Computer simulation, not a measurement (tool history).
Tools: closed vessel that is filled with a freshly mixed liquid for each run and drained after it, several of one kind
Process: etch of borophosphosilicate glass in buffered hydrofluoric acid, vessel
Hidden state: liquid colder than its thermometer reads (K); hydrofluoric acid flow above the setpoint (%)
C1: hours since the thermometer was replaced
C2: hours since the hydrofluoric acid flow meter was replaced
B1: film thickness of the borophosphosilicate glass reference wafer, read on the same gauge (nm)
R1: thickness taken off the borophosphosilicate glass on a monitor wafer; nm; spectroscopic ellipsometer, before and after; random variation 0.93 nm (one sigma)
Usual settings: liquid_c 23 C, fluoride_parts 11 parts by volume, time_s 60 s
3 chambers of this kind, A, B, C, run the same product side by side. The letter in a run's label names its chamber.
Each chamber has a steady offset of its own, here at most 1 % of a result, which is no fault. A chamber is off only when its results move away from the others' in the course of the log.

Run 1B, hour 12: usual settings; C1 96.8; C2 764.4; B1 50.017. Result: R1 150.54 nm.
Run 2C, hour 19.2: usual settings; C1 1062.8; C2 1051.5; B1 49.978. Result: R1 150.97 nm.
Run 3A, hour 26.5: usual settings; C1 2276.7; C2 545.9; B1 49.968. Result: R1 148.83 nm.
At hour 33.5: chamber A: hydrofluoric acid flow meter replaced.
Run 4C, hour 37.5: usual settings; C1 1081.1; C2 1069.8; B1 50.005. Result: R1 150.65 nm.
Run 5B, hour 50.9: usual settings; C1 135.7; C2 803.3; B1 50.013. Result: R1 152.21 nm.
Run 6A, hour 58.4: usual settings; C1 2308.6; C2 25; B1 49.983. Result: R1 149.1 nm.
Run 7C, hour 64.8: usual settings; C1 1108.4; C2 1097.1; B1 50.022. Result: R1 151.75 nm.
Run 8A, hour 78.2: usual settings; C1 2328.4; C2 44.8; B1 49.972. Result: R1 149.38 nm.
Run 9B, hour 89.6: usual settings but fluoride_parts 12.5 parts by volume, time_s 40 s; C1 174.4; C2 842; B1 49.99. Result: R1 88.692 nm.
Run 10A, hour 101.1: usual settings but fluoride_parts 12.5 parts by volume, time_s 40 s; C1 2351.3; C2 67.7; B1 49.993. Result: R1 87.536 nm.
Run 11C, hour 114.3: usual settings but fluoride_parts 12.5 parts by volume, time_s 40 s; C1 1157.9; C2 1146.6; B1 49.933. Result: R1 90.031 nm.
Run 12B, hour 127.6: usual settings; C1 212.4; C2 880; B1 49.997. Result: R1 154.45 nm.
Run 13C, hour 133.8: usual settings; C1 1177.4; C2 1166.1; B1 49.937. Result: R1 155.84 nm.
Run 14B, hour 142.8: usual settings; C1 227.6; C2 895.2; B1 49.997. Result: R1 151.88 nm.
Run 15A, hour 156.6: usual settings but liquid_c 26 C, time_s 45 s; C1 2406.8; C2 123.2; B1 49.996. Result: R1 131.68 nm.
Run 16C, hour 166.6: usual settings but liquid_c 26 C, time_s 45 s; C1 1210.2; C2 1198.9; B1 49.988. Result: R1 137.48 nm.
Run 17A, hour 177.9: usual settings but liquid_c 26 C, time_s 45 s; C1 2428.1; C2 144.5; B1 49.988. Result: R1 131.42 nm.
Run 18B, hour 184: usual settings; C1 268.8; C2 936.4; B1 49.967. Result: R1 151.39 nm.
Run 19B, hour 190.5: usual settings; C1 275.3; C2 942.9; B1 50.035. Result: R1 151.6 nm.
Run 20C, hour 204.6: usual settings but liquid_c 20.5 C, fluoride_parts 8 parts by volume; C1 1248.2; C2 1236.9; B1 50.018. Result: R1 186.02 nm.
Run 21A, hour 213.7: usual settings but liquid_c 20.5 C, fluoride_parts 8 parts by volume; C1 2463.9; C2 180.3; B1 49.97. Result: R1 171.71 nm.
Run 22B, hour 226.9: usual settings but liquid_c 20.5 C, fluoride_parts 8 parts by volume; C1 311.7; C2 979.3; B1 50.05. Result: R1 178.69 nm.
Run 23A, hour 239.2: usual settings; C1 2489.4; C2 205.8; B1 49.971. Result: R1 150.11 nm.
Run 24C, hour 253.3: usual settings but fluoride_parts 6.5 parts by volume; C1 1296.9; C2 1285.6; B1 49.963. Result: R1 265.16 nm.
Run 25B, hour 260.6: usual settings but fluoride_parts 6.5 parts by volume; C1 345.4; C2 1013; B1 49.968. Result: R1 252.08 nm.
Run 26C, hour 272.6: usual settings but fluoride_parts 6.5 parts by volume; C1 1316.2; C2 1304.9; B1 49.986. Result: R1 264.47 nm.
Run 27A, hour 284.2: usual settings; C1 2534.4; C2 250.8; B1 50.012. Result: R1 149.6 nm.

What goes on in this fleet: one chamber off, a drifting gauge, or nothing beyond the chambers' own small offsets? Name the chamber and the cause, if any.

Chamber C drifts away from the others.
Cause: hydrofluoric acid flow above the setpoint (%) = 8.75.
The log may not tell that from: liquid hotter than its thermometer reads (K).

Here are 4 candidates for chamber C's next run, each the usual settings with a change, their results left as question marks. Which one brings its results back in line with what the others give on the usual settings?
In line means no further than this from the other chambers' mean on the usual settings: R1 3.3 nm
Run 28C-1, hour 294.3: usual settings but time_s 65 s. Result: R1 ?.
Run 28C-2, hour 294.3: usual settings but fluoride_parts 12 parts by volume. Result: R1 ?.
Run 28C-3, hour 294.3: usual settings but liquid_c 22.5 C. Result: R1 ?.
Run 28C-4, hour 294.3: usual settings but fluoride_parts 10.5 parts by volume. Result: R1 ?.

The other chambers' mean on the usual settings: R1 150.57 nm
  run      R1
28C-1  176.45
28C-2  149.58
28C-3  158.52
28C-4  168.44
28C-2 brings the chamber back in line.
